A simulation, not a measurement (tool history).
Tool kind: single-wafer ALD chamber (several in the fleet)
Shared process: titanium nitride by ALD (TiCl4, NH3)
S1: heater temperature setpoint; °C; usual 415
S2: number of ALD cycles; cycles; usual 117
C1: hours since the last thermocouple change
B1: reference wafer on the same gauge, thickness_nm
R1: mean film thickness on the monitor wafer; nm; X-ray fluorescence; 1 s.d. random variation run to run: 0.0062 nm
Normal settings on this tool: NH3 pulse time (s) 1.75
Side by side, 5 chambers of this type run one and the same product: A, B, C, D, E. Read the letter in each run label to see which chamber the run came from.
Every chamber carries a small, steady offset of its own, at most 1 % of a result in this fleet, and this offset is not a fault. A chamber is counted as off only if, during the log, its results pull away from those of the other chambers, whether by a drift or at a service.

run 1D day=0.358 | S1=415 S2=117 NH3_pulse_time_(s)=1.75 | C1=2132.6 | B1=2.9582 | R1=2.5650
run 2A day=0.679 | S1=415 S2=117 NH3_pulse_time_(s)=1.75 | C1=103.8 | B1=2.9609 | R1=2.5964
run 3C day=1.175 | S1=415 S2=117 NH3_pulse_time_(s)=1.75 | C1=245.3 | B1=2.9601 | R1=2.5874
run 4E day=1.579 | S1=415 S2=117 NH3_pulse_time_(s)=1.75 | C1=2382.1 | B1=2.9580 | R1=2.5735
run 5B day=2.121 | S1=415 S2=117 NH3_pulse_time_(s)=1.75 | C1=612.9 | B1=2.9597 | R1=2.6038
run 6B day=2.488 | S1=415 S2=117 NH3_pulse_time_(s)=1.75 | C1=621.7 | B1=2.9589 | R1=2.6024
run 7A day=2.829 | S1=420 S2=117 NH3_pulse_time_(s)=1.40 | C1=155.4 | B1=2.9609 | R1=2.5730
run 8E day=3.138 | S1=420 S2=117 NH3_pulse_time_(s)=1.40 | C1=2419.5 | B1=2.9580 | R1=2.5541
run 9D day=3.679 | S1=420 S2=117 NH3_pulse_time_(s)=1.40 | C1=2212.3 | B1=2.9600 | R1=2.5586
run 10C day=3.942 | S1=420 S2=117 NH3_pulse_time_(s)=1.40 | C1=311.7 | B1=2.9605 | R1=2.5677
run 11C day=4.454 | S1=420 S2=117 NH3_pulse_time_(s)=1.40 | C1=324.0 | B1=2.9578 | R1=2.5786
run 12E day=4.779 | S1=415 S2=117 NH3_pulse_time_(s)=1.75 | C1=2458.9 | B1=2.9596 | R1=2.5751
run 13B day=5.333 | S1=415 S2=104 NH3_pulse_time_(s)=1.75 | C1=690.0 | B1=2.9600 | R1=2.3082
run 14A day=5.825 | S1=415 S2=104 NH3_pulse_time_(s)=1.75 | C1=227.3 | B1=2.9600 | R1=2.3149
run 15D day=6.346 | S1=415 S2=104 NH3_pulse_time_(s)=1.75 | C1=2276.3 | B1=2.9600 | R1=2.2772
run 16A day=6.625 | S1=415 S2=104 NH3_pulse_time_(s)=1.75 | C1=246.5 | B1=2.9606 | R1=2.3059
run 17C day=7.092 | S1=415 S2=104 NH3_pulse_time_(s)=1.75 | C1=387.3 | B1=2.9590 | R1=2.3071
run 18D day=7.592 | S1=415 S2=98 NH3_pulse_time_(s)=2.26 | C1=2306.2 | B1=2.9607 | R1=2.1664
run 19B day=8.142 | S1=415 S2=98 NH3_pulse_time_(s)=2.26 | C1=757.4 | B1=2.9589 | R1=2.1838
run 20E day=8.500 | S1=415 S2=98 NH3_pulse_time_(s)=2.26 | C1=2548.2 | B1=2.9609 | R1=2.1662
run 21C day=8.742 | S1=415 S2=98 NH3_pulse_time_(s)=2.26 | C1=426.9 | B1=2.9598 | R1=2.1809
run 22D day=9.088 | S1=415 S2=98 NH3_pulse_time_(s)=2.26 | C1=2342.1 | B1=2.9618 | R1=2.1641
run 23E day=9.583 | S1=415 S2=117 NH3_pulse_time_(s)=1.75 | C1=2574.2 | B1=2.9609 | R1=2.5712
run 24A day=9.942 | S1=415 S2=117 NH3_pulse_time_(s)=1.75 | C1=326.1 | B1=2.9581 | R1=2.5969
run 25B day=10.288 | S1=415 S2=117 NH3_pulse_time_(s)=1.75 | C1=808.9 | B1=2.9579 | R1=2.6002
run 26D day=10.746 | S1=415 S2=117 NH3_pulse_time_(s)=1.75 | C1=2381.9 | B1=2.9615 | R1=2.5655
run 27C day=11.254 | S1=415 S2=117 NH3_pulse_time_(s)=1.75 | C1=487.2 | B1=2.9587 | R1=2.5928
run 28B day=11.758 | S1=415 S2=117 NH3_pulse_time_(s)=1.75 | C1=844.2 | B1=2.9609 | R1=2.5981
run 29E day=12.254 | S1=415 S2=117 NH3_pulse_time_(s)=1.75 | C1=2638.3 | B1=2.9598 | R1=2.5558
run 30A day=12.612 | S1=415 S2=117 NH3_pulse_time_(s)=1.75 | C1=390.2 | B1=2.9581 | R1=2.5996
run 31B day=13.008 | S1=415 S2=117 NH3_pulse_time_(s)=1.75 | C1=874.2 | B1=2.9612 | R1=2.6063
run 32C day=13.367 | S1=415 S2=138 NH3_pulse_time_(s)=1.45 | C1=537.9 | B1=2.9603 | R1=3.0444
run 33E day=13.767 | S1=415 S2=138 NH3_pulse_time_(s)=1.45 | C1=2674.6 | B1=2.9594 | R1=3.0026
run 34A day=14.242 | S1=415 S2=138 NH3_pulse_time_(s)=1.45 | C1=429.3 | B1=2.9608 | R1=3.0476
run 35D day=14.650 | S1=415 S2=138 NH3_pulse_time_(s)=1.45 | C1=2475.6 | B1=2.9598 | R1=2.9981
run 36D day=14.942 | S1=415 S2=138 NH3_pulse_time_(s)=1.45 | C1=2482.6 | B1=2.9616 | R1=3.0127
run 37C day=15.338 | S1=415 S2=117 NH3_pulse_time_(s)=1.75 | C1=585.2 | B1=2.9585 | R1=2.5962
run 38B day=15.817 | S1=415 S2=117 NH3_pulse_time_(s)=1.75 | C1=941.6 | B1=2.9592 | R1=2.5876
run 39E day=16.183 | S1=415 S2=117 NH3_pulse_time_(s)=1.75 | C1=2732.6 | B1=2.9598 | R1=2.5660
run 40A day=16.471 | S1=415 S2=117 NH3_pulse_time_(s)=1.75 | C1=482.8 | B1=2.9609 | R1=2.6007
run 41E day=17.000 | S1=415 S2=110 NH3_pulse_time_(s)=1.75 | C1=2752.2 | B1=2.9581 | R1=2.4176
run 42A day=17.308 | S1=415 S2=110 NH3_pulse_time_(s)=1.75 | C1=502.9 | B1=2.9600 | R1=2.4301

Is one chamber off against the others, does the gauge drift, or is nothing wrong? If a chamber is off, say which, and what the likeliest cause is.

No chamber stands off beyond its own small offset, and the gauge holds steady.

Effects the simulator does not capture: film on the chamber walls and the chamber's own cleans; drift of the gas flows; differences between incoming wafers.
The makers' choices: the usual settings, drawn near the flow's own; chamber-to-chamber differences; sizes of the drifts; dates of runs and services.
